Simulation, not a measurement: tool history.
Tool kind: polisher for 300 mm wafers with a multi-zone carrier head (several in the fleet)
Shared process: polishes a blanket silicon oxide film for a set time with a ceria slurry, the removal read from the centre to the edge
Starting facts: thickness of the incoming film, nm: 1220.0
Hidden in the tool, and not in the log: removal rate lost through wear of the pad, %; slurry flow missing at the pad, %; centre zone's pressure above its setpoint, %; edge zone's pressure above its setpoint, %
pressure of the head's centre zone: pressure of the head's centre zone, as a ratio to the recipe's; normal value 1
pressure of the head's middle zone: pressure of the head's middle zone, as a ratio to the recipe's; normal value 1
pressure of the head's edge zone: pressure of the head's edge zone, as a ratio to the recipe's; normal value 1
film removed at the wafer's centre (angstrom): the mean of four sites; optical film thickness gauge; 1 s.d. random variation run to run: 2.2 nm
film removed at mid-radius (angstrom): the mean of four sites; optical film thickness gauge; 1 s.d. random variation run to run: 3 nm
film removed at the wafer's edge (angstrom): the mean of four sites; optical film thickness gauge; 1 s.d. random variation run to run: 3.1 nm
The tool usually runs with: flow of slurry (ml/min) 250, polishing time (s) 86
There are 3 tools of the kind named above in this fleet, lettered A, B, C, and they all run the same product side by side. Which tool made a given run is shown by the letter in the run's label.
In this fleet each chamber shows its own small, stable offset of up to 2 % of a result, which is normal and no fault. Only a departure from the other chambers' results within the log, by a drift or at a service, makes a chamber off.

run,hour,flow of slurry (ml/min),pressure of the head's centre zone,pressure of the head's middle zone,pressure of the head's edge zone,polishing time (s),wafers polished on this pad,hours since the slurry nozzle was cleaned,hours since the centre zone pressure was calibrated,hours since the edge zone pressure was calibrated,film removed at the wafer's centre (angstrom),film removed at mid-radius (angstrom),film removed at the wafer's edge (angstrom)
1B,6.1,250,1,1,1,86,930,718.7,60.5,1148.3,3586.4,3591.6,3561.8
2A,11,250,1,1,1,86,586,151.2,99.2,41.2,3584.4,3600.4,3632.3
# hour 16.8: chamber B: edge zone pressure recalibrated
3C,20.8,250,1,1,1,86,280,79.3,396.7,49.9,3602.6,3678,3596.7
# hour 23.9: chamber C: centre zone pressure recalibrated
# hour 26.2: chamber B: worn pad replaced by a new one
4C,29.3,250,1,1,1,86,374,87.8,5.4,58.4,3614.7,3677.7,3519.9
5A,38.9,250,1,1,1,86,894,179.1,127.1,69.1,3574.7,3623.4,3601.7
6B,44.4,250,1.08,1,1,86,201,757,98.8,27.6,3951.2,3524.5,3583.3
7A,50,250,1.08,1,1,86,1016,190.2,138.2,80.2,3837.1,3583.2,3635.6
8B,55,250,1.08,1,1,86,318,767.6,109.4,38.2,3916.6,3564,3577.8
# hour 59.2: chamber A: worn pad replaced by a new one
9C,63.8,250,1,1,1,86,755,122.3,39.9,92.9,3596.1,3662.2,3579.4
10C,71.4,285,0.95,1,1,86,838,129.9,47.5,100.5,3454,3722.1,3597.2
11B,79.6,285,0.95,1,1,86,589,792.2,134,62.8,3497.4,3675.4,3610.4
12A,86.5,285,0.95,1,1,86,301,226.7,174.7,116.7,3420.5,3639,3697.2
13B,94.9,250,1,1,1,86,758,807.5,149.3,78.1,3597.5,3575.2,3555
14C,104.6,250,0.92,1,1.05,86,1205,163.1,80.7,133.7,3254.7,3675.6,3677.7
15A,109.4,250,0.92,1,1.05,86,554,249.6,197.6,139.6,3246.5,3602.6,3732.2
16C,115.8,250,0.92,1,1.05,86,1328,174.3,91.9,144.9,3299.8,3658.4,3644.2
# hour 119.4: chamber B: worn pad replaced by a new one
# hour 121.5: chamber B: slurry nozzle cleaned
17A,124.1,250,1,1,1,86,716,264.3,212.3,154.3,3576.6,3547.8,3588.3
# hour 131.2: chamber C: worn pad replaced by a new one
18B,133,250,1,1,1,86,150,11.5,187.4,116.2,3574.6,3610.9,3564.3
19A,142.8,250,1,1,1,86,923,283,231,173,3554.4,3511.9,3556.6
20C,150.3,250,1,1,1,86,211,208.8,126.4,179.4,3611.2,3679.6,3583.5
21B,154.9,250,1,1,1,86,391,33.4,209.3,138.1,3601.3,3626,3579
22B,164.1,250,1,1,1,86,493,42.6,218.5,147.3,3641.7,3525.7,3576.6
23A,173.5,250,1,1,1,86,1261,313.7,261.7,203.7,3547,3529.2,3627.5
# hour 178.9: chamber C: slurry nozzle cleaned
24C,181.7,250,1.07,0.95,1,86,557,2.9,157.8,210.8,3870.3,3464,3521.1

Next, every chamber runs the same settings. What will each give?
25A,188.8,250,1,1,1.11,86,,,,,?,?,?
25B,188.8,250,1,1,1.11,86,,,,,?,?,?
25C,188.8,250,1,1,1.11,86,,,,,?,?,?

run,film removed at the wafer's centre (angstrom),film removed at mid-radius (angstrom),film removed at the wafer's edge (angstrom)
25A,3578,3572.9,3786.9
25B,3617,3613.9,3835.1
25C,3581,3601.8,3824.8
